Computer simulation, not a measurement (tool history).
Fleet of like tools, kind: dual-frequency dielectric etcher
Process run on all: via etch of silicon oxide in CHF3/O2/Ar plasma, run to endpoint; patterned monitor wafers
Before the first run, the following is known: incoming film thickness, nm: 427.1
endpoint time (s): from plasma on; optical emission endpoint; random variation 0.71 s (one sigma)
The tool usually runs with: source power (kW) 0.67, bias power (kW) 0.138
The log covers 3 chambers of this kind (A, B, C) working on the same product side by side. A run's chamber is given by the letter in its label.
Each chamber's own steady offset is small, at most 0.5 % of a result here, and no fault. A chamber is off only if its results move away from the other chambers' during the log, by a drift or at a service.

Run 1C, hour 13.3: usual settings. Result: endpoint time (s) 224.12.
Run 2A, hour 22.7: usual settings. Result: endpoint time (s) 226.51.
Run 3B, hour 38: usual settings. Result: endpoint time (s) 225.76.
At hour 43.7: chamber C: source power generator calibrated.
Run 4B, hour 47.2: usual settings. Result: endpoint time (s) 226.25.
Run 5A, hour 60.8: usual settings. Result: endpoint time (s) 226.12.
Run 6C, hour 75.9: usual settings but source power (kW) 0.75. Result: endpoint time (s) 214.26.
At hour 77.7: chamber B: wet clean of the chamber.
Run 7C, hour 88.4: usual settings but source power (kW) 0.75. Result: endpoint time (s) 215.1.
Run 8B, hour 103.5: usual settings but source power (kW) 0.75. Result: endpoint time (s) 215.63.
Run 9A, hour 110.4: usual settings. Result: endpoint time (s) 225.09.
Run 10B, hour 125.5: usual settings. Result: endpoint time (s) 225.21.
Run 11C, hour 137.3: usual settings. Result: endpoint time (s) 224.67.
Run 12A, hour 151.7: usual settings. Result: endpoint time (s) 225.6.
Run 13B, hour 161.1: usual settings. Result: endpoint time (s) 224.68.
Run 14A, hour 171.3: usual settings. Result: endpoint time (s) 226.75.
At hour 180.6: chamber C: wet clean of the chamber.
Run 15C, hour 185.3: usual settings. Result: endpoint time (s) 224.83.
Run 16B, hour 199.8: usual settings but source power (kW) 0.76, bias power (kW) 0.106. Result: endpoint time (s) 230.9.
Run 17A, hour 206.7: usual settings but source power (kW) 0.76, bias power (kW) 0.106. Result: endpoint time (s) 233.47.
Run 18C, hour 215: usual settings but source power (kW) 0.76, bias power (kW) 0.106. Result: endpoint time (s) 230.12.
Run 19A, hour 230.3: usual settings. Result: endpoint time (s) 225.13.
Run 20B, hour 243.7: usual settings. Result: endpoint time (s) 224.47.

Decide between three cases: one chamber stands off from its peers, the gauge reading all wafers drifts, or nothing is wrong past each chamber's small offset. Where a chamber is off, say which and what most likely put it there.

The fleet is healthy, with each chamber sitting at its usual small offset and no drift in the gauge.
